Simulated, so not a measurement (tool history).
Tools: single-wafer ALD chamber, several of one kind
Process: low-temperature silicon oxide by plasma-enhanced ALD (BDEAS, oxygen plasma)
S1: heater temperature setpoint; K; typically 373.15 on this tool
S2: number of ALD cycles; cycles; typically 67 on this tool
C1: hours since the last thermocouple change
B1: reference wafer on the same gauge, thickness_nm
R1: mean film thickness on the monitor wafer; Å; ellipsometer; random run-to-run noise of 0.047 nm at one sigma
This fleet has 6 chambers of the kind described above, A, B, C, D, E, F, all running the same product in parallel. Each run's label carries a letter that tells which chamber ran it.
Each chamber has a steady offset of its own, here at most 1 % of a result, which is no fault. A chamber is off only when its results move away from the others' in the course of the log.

Run 1D, hour 9.0: usual settings; C1 1293.4; B1 10.887. Result: R1 95.797 Å.
Run 2C, hour 19.5: usual settings; C1 1550.2; B1 10.888. Result: R1 95.187 Å.
Run 3B, hour 25.9: usual settings; C1 903.8; B1 10.886. Result: R1 95.525 Å.
At hour 30.2: chamber D: thermocouple changed; heater temperature recalibrated.
Run 4A, hour 39.0: usual settings; C1 1033.3; B1 10.887. Result: R1 95.339 Å.
Run 5F, hour 46.8: usual settings; C1 1157.6; B1 10.878. Result: R1 96.674 Å.
Run 6E, hour 58.4: usual settings; C1 836.1; B1 10.889. Result: R1 95.119 Å.
Run 7B, hour 67.6: usual settings; C1 945.5; B1 10.882. Result: R1 96.856 Å.
Run 8D, hour 78.9: usual settings but S2 57 cycles; C1 48.7; B1 10.869. Result: R1 81.758 Å.
Run 9F, hour 89.3: usual settings but S2 57 cycles; C1 1200.1; B1 10.882. Result: R1 81.822 Å.
Run 10A, hour 97.0: usual settings but S2 57 cycles; C1 1091.3; B1 10.876. Result: R1 81.604 Å.
Run 11E, hour 111.0: usual settings but S2 57 cycles; C1 888.7; B1 10.885. Result: R1 81.026 Å.
Run 12C, hour 124.5: usual settings but S2 57 cycles; C1 1655.2; B1 10.877. Result: R1 81.313 Å.
At hour 127.0: chamber A: thermocouple changed; heater temperature recalibrated.
Run 13B, hour 133.3: usual settings but S2 57 cycles; C1 1011.2; B1 10.894. Result: R1 81.599 Å.
Run 14D, hour 144.5: usual settings; C1 114.3; B1 10.884. Result: R1 95.935 Å.
Run 15C, hour 151.0: usual settings; C1 1681.7; B1 10.886. Result: R1 95.583 Å.
Run 16F, hour 160.3: usual settings; C1 1271.1; B1 10.867. Result: R1 95.931 Å.
At hour 171.2: chamber B: thermocouple changed; heater temperature recalibrated.
Run 17E, hour 171.9: usual settings but S2 62 cycles; C1 949.6; B1 10.880. Result: R1 87.900 Å.
Run 18A, hour 181.0: usual settings but S2 62 cycles; C1 54.0; B1 10.877. Result: R1 88.470 Å.
Run 19C, hour 192.0: usual settings but S2 62 cycles; C1 1722.7; B1 10.877. Result: R1 88.261 Å.
Run 20B, hour 200.6: usual settings but S2 62 cycles; C1 29.5; B1 10.865. Result: R1 87.949 Å.
Run 21D, hour 210.7: usual settings but S2 62 cycles; C1 180.5; B1 10.894. Result: R1 88.762 Å.
Run 22E, hour 220.0: usual settings but S2 62 cycles; C1 997.7; B1 10.876. Result: R1 88.848 Å.
Run 23F, hour 232.1: usual settings; C1 1342.9; B1 10.891. Result: R1 95.511 Å.
Run 24A, hour 240.2: usual settings but S2 54 cycles; C1 113.2; B1 10.885. Result: R1 76.755 Å.
Run 25B, hour 248.3: usual settings but S2 54 cycles; C1 77.2; B1 10.884. Result: R1 78.155 Å.
Run 26A, hour 256.0: usual settings but S2 54 cycles; C1 129.0; B1 10.880. Result: R1 76.467 Å.
Run 27D, hour 263.7: usual settings but S2 54 cycles; C1 233.5; B1 10.869. Result: R1 76.590 Å.
Run 28F, hour 277.5: usual settings but S2 54 cycles; C1 1388.3; B1 10.877. Result: R1 77.733 Å.
Run 29E, hour 290.3: usual settings but S2 54 cycles; C1 1068.0; B1 10.884. Result: R1 76.545 Å.
Run 30C, hour 302.3: usual settings but S1 366.15 K, S2 57 cycles; C1 1833.0; B1 10.881. Result: R1 83.728 Å.
Run 31E, hour 308.8: usual settings but S1 366.15 K, S2 57 cycles; C1 1086.5; B1 10.893. Result: R1 83.693 Å.
Run 32D, hour 316.4: usual settings but S1 366.15 K, S2 57 cycles; C1 286.2; B1 10.872. Result: R1 83.014 Å.
Run 33B, hour 324.1: usual settings but S1 366.15 K, S2 57 cycles; C1 153.0; B1 10.871. Result: R1 83.995 Å.
Run 34F, hour 332.3: usual settings but S1 366.15 K, S2 57 cycles; C1 1443.1; B1 10.889. Result: R1 83.446 Å.
Run 35A, hour 339.0: usual settings but S1 366.15 K, S2 57 cycles; C1 212.0; B1 10.891. Result: R1 83.140 Å.
Run 36C, hour 348.2: usual settings; C1 1878.9; B1 10.887. Result: R1 95.862 Å.
Run 37D, hour 357.8: usual settings; C1 327.6; B1 10.882. Result: R1 96.745 Å.
Run 38C, hour 365.3: usual settings; C1 1896.0; B1 10.893. Result: R1 96.053 Å.
Run 39A, hour 372.5: usual settings; C1 245.5; B1 10.869. Result: R1 94.630 Å.
Run 40F, hour 381.6: usual settings; C1 1492.4; B1 10.883. Result: R1 95.361 Å.
Run 41B, hour 392.0: usual settings; C1 220.9; B1 10.879. Result: R1 96.310 Å.
Run 42E, hour 402.8: usual settings; C1 1180.5; B1 10.882. Result: R1 94.249 Å.

One chamber off, gauge drift, or nothing amiss beyond the chambers' own small offsets? If it is a chamber, which one, and what is the likeliest cause?

Neither any chamber nor the gauge drifts; the chambers differ only by their own small, steady offsets.

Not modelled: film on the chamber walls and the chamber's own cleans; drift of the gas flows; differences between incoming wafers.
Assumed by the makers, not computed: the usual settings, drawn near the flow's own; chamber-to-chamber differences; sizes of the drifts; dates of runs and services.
